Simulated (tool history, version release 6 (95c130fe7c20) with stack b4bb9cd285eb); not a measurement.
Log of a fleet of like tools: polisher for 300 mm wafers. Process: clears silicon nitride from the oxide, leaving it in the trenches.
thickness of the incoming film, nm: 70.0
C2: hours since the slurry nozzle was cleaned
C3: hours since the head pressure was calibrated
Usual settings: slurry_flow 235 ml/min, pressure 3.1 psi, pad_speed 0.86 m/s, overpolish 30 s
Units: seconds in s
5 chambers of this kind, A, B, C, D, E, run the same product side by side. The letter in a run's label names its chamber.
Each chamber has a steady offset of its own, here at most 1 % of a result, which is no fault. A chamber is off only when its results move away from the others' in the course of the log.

run 1C hour=13 | slurry_flow=235 pressure=3.1 pad_speed=0.86 overpolish=30 | wafers_polished_on_this_pad=967 C2=174.5 C3=35.4 | seconds=92.26
-- hour=21.6 chamber C: worn pad replaced by a new one
-- hour=21.9 chamber D: worn pad replaced by a new one
run 2A hour=22.6 | slurry_flow=235 pressure=3.1 pad_speed=0.86 overpolish=30 | wafers_polished_on_this_pad=431 C2=59.1 C3=1081.6 | seconds=92.203
-- hour=30.5 chamber E: worn pad replaced by a new one
run 3D hour=31.5 | slurry_flow=235 pressure=3.1 pad_speed=0.86 overpolish=30 | wafers_polished_on_this_pad=95 C2=284 C3=72.7 | seconds=92.521
-- hour=31.9 chamber A: head pressure recalibrated
run 4B hour=41.8 | slurry_flow=235 pressure=3.1 pad_speed=0.86 overpolish=30 | wafers_polished_on_this_pad=632 C2=105.9 C3=145.9 | seconds=91.174
run 5E hour=57.1 | slurry_flow=235 pressure=3.1 pad_speed=0.86 overpolish=30 | wafers_polished_on_this_pad=263 C2=123.2 C3=340.7 | seconds=91.695
-- hour=64.9 chamber B: worn pad replaced by a new one
run 6E hour=65.4 | slurry_flow=235 pressure=3.1 pad_speed=0.86 overpolish=30 | wafers_polished_on_this_pad=345 C2=131.5 C3=349 | seconds=93.124
run 7C hour=79.6 | slurry_flow=235 pressure=3.1 pad_speed=0.86 overpolish=30 | wafers_polished_on_this_pad=573 C2=241.1 C3=102 | seconds=93.086
-- hour=80.2 chamber A: worn pad replaced by a new one
run 8D hour=87.2 | slurry_flow=235 pressure=3.1 pad_speed=0.86 overpolish=30 | wafers_polished_on_this_pad=645 C2=339.7 C3=128.4 | seconds=92.404
run 9B hour=94.5 | slurry_flow=235 pressure=3.1 pad_speed=0.86 overpolish=30 | wafers_polished_on_this_pad=292 C2=158.6 C3=198.6 | seconds=93.515
-- hour=108.9 chamber C: worn pad replaced by a new one
run 10A hour=110.6 | slurry_flow=235 pressure=3.1 pad_speed=0.86 overpolish=30 | wafers_polished_on_this_pad=301 C2=147.1 C3=78.8 | seconds=93.747
run 11A hour=118.3 | slurry_flow=235 pressure=3.1 pad_speed=0.86 overpolish=30 | wafers_polished_on_this_pad=377 C2=154.8 C3=86.5 | seconds=91.601
run 12E hour=126.6 | slurry_flow=235 pressure=3.1 pad_speed=0.86 overpolish=30 | wafers_polished_on_this_pad=949 C2=192.7 C3=410.2 | seconds=93.004
-- hour=131.5 chamber E: worn pad replaced by a new one
run 13D hour=136.7 | slurry_flow=235 pressure=3.1 pad_speed=0.86 overpolish=30 | wafers_polished_on_this_pad=1134 C2=389.2 C3=177.9 | seconds=92.82
-- hour=140.8 chamber B: worn pad replaced by a new one
run 14C hour=150 | slurry_flow=235 pressure=3.1 pad_speed=0.86 overpolish=30 | wafers_polished_on_this_pad=406 C2=311.5 C3=172.4 | seconds=90.318
run 15B hour=160.7 | slurry_flow=235 pressure=3.1 pad_speed=0.86 overpolish=30 | wafers_polished_on_this_pad=197 C2=224.8 C3=264.8 | seconds=92.582
-- hour=160.8 chamber D: worn pad replaced by a new one
run 16E hour=172 | slurry_flow=235 pressure=3.1 pad_speed=0.86 overpolish=44 | wafers_polished_on_this_pad=400 C2=238.1 C3=455.6 | seconds=92.017
-- hour=174.8 chamber A: worn pad replaced by a new one
run 17A hour=179.9 | slurry_flow=235 pressure=3.1 pad_speed=0.86 overpolish=44 | wafers_polished_on_this_pad=50 C2=216.4 C3=148.1 | seconds=91.981
-- hour=183.6 chamber E: slurry nozzle cleaned
run 18C hour=188.7 | slurry_flow=235 pressure=3.1 pad_speed=0.86 overpolish=44 | wafers_polished_on_this_pad=788 C2=350.2 C3=211.1 | seconds=94.001
run 19B hour=201.2 | slurry_flow=235 pressure=3.1 pad_speed=0.86 overpolish=44 | wafers_polished_on_this_pad=597 C2=265.3 C3=305.3 | seconds=94.222
-- hour=209.2 chamber B: head pressure recalibrated
-- hour=216.6 chamber C: worn pad replaced by a new one
run 20D hour=216.9 | slurry_flow=235 pressure=3.1 pad_speed=0.86 overpolish=44 | wafers_polished_on_this_pad=554 C2=469.4 C3=258.1 | seconds=91.101
-- hour=218.1 chamber E: worn pad replaced by a new one
run 21B hour=226.2 | slurry_flow=235 pressure=3.1 pad_speed=0.86 overpolish=30 | wafers_polished_on_this_pad=844 C2=290.3 C3=17.1 | seconds=92.186
run 22C hour=238.3 | slurry_flow=235 pressure=3.1 pad_speed=0.86 overpolish=30 | wafers_polished_on_this_pad=214 C2=399.8 C3=260.7 | seconds=91.721
-- hour=240.9 chamber B: worn pad replaced by a new one
run 23A hour=251.8 | slurry_flow=235 pressure=3.1 pad_speed=0.86 overpolish=30 | wafers_polished_on_this_pad=761 C2=288.3 C3=220 | seconds=93.638
-- hour=257.9 chamber A: worn pad replaced by a new one
run 24E hour=264.2 | slurry_flow=235 pressure=3.1 pad_speed=0.86 overpolish=30 | wafers_polished_on_this_pad=455 C2=80.7 C3=547.8 | seconds=93.257
run 25D hour=277.8 | slurry_flow=235 pressure=3.1 pad_speed=0.86 overpolish=30 | wafers_polished_on_this_pad=1155 C2=530.3 C3=319 | seconds=93.422
run 26B hour=293.1 | slurry_flow=235 pressure=3.1 pad_speed=0.86 overpolish=38 | wafers_polished_on_this_pad=515 C2=357.2 C3=84 | seconds=92.815
-- hour=298.1 chamber E: worn pad replaced by a new one
-- hour=302.1 chamber D: worn pad replaced by a new one
run 27C hour=308.5 | slurry_flow=235 pressure=3.1 pad_speed=0.86 overpolish=38 | wafers_polished_on_this_pad=907 C2=470 C3=330.9 | seconds=91.933
-- hour=313.1 chamber C: worn pad replaced by a new one
-- hour=316.9 chamber B: worn pad replaced by a new one
run 28E hour=324.3 | slurry_flow=235 pressure=3.1 pad_speed=0.86 overpolish=38 | wafers_polished_on_this_pad=259 C2=140.8 C3=607.9 | seconds=95.474
run 29D hour=332.1 | slurry_flow=235 pressure=3.1 pad_speed=0.86 overpolish=38 | wafers_polished_on_this_pad=296 C2=584.6 C3=373.3 | seconds=92.971
-- hour=338.1 chamber A: worn pad replaced by a new one
run 30A hour=341.5 | slurry_flow=235 pressure=3.1 pad_speed=0.86 overpolish=38 | wafers_polished_on_this_pad=33 C2=378 C3=309.7 | seconds=90.584
run 31E hour=348.8 | slurry_flow=235 pressure=3.1 pad_speed=0.66 overpolish=36 | wafers_polished_on_this_pad=501 C2=165.3 C3=632.4 | seconds=122.34
-- hour=349 chamber B: slurry nozzle cleaned
run 32B hour=360 | slurry_flow=235 pressure=3.1 pad_speed=0.66 overpolish=36 | wafers_polished_on_this_pad=425 C2=11 C3=150.9 | seconds=120.71
run 33C hour=369 | slurry_flow=235 pressure=3.1 pad_speed=0.66 overpolish=36 | wafers_polished_on_this_pad=552 C2=530.5 C3=391.4 | seconds=120.04
run 34A hour=379.5 | slurry_flow=235 pressure=3.1 pad_speed=0.66 overpolish=36 | wafers_polished_on_this_pad=408 C2=416 C3=347.7 | seconds=123.41
run 35D hour=393.8 | slurry_flow=235 pressure=3.1 pad_speed=0.66 overpolish=36 | wafers_polished_on_this_pad=905 C2=646.3 C3=435 | seconds=121.96
-- hour=398 chamber E: worn pad replaced by a new one
-- hour=401.4 chamber E: slurry nozzle cleaned
run 36C hour=409 | slurry_flow=235 pressure=3.1 pad_speed=0.86 overpolish=30 | wafers_polished_on_this_pad=947 C2=570.5 C3=431.4 | seconds=92.038
-- hour=412.5 chamber B: worn pad replaced by a new one
-- hour=415.5 chamber A: worn pad replaced by a new one
run 37E hour=420.5 | slurry_flow=235 pressure=3.1 pad_speed=0.86 overpolish=30 | wafers_polished_on_this_pad=222 C2=19.1 C3=704.1 | seconds=91.122
run 38A hour=432.7 | slurry_flow=235 pressure=3.1 pad_speed=0.86 overpolish=30 | wafers_polished_on_this_pad=169 C2=469.2 C3=400.9 | seconds=92.143
run 39B hour=441.3 | slurry_flow=235 pressure=3.1 pad_speed=0.86 overpolish=30 | wafers_polished_on_this_pad=284 C2=92.3 C3=232.2 | seconds=92.157

All 5 chambers run these settings next. Forecast each chamber's results:
run 40A hour=453.1 | slurry_flow=270 pressure=3.1 pad_speed=0.86 overpolish=30 | seconds=?
run 40B hour=453.1 | slurry_flow=270 pressure=3.1 pad_speed=0.86 overpolish=30 | seconds=?
run 40C hour=453.1 | slurry_flow=270 pressure=3.1 pad_speed=0.86 overpolish=30 | seconds=?
run 40D hour=453.1 | slurry_flow=270 pressure=3.1 pad_speed=0.86 overpolish=30 | seconds=?
run 40E hour=453.1 | slurry_flow=270 pressure=3.1 pad_speed=0.86 overpolish=30 | seconds=?

run=40A seconds=93.696
run=40B seconds=88.87
run=40C seconds=91.366
run=40D seconds=91.287
run=40E seconds=90.433
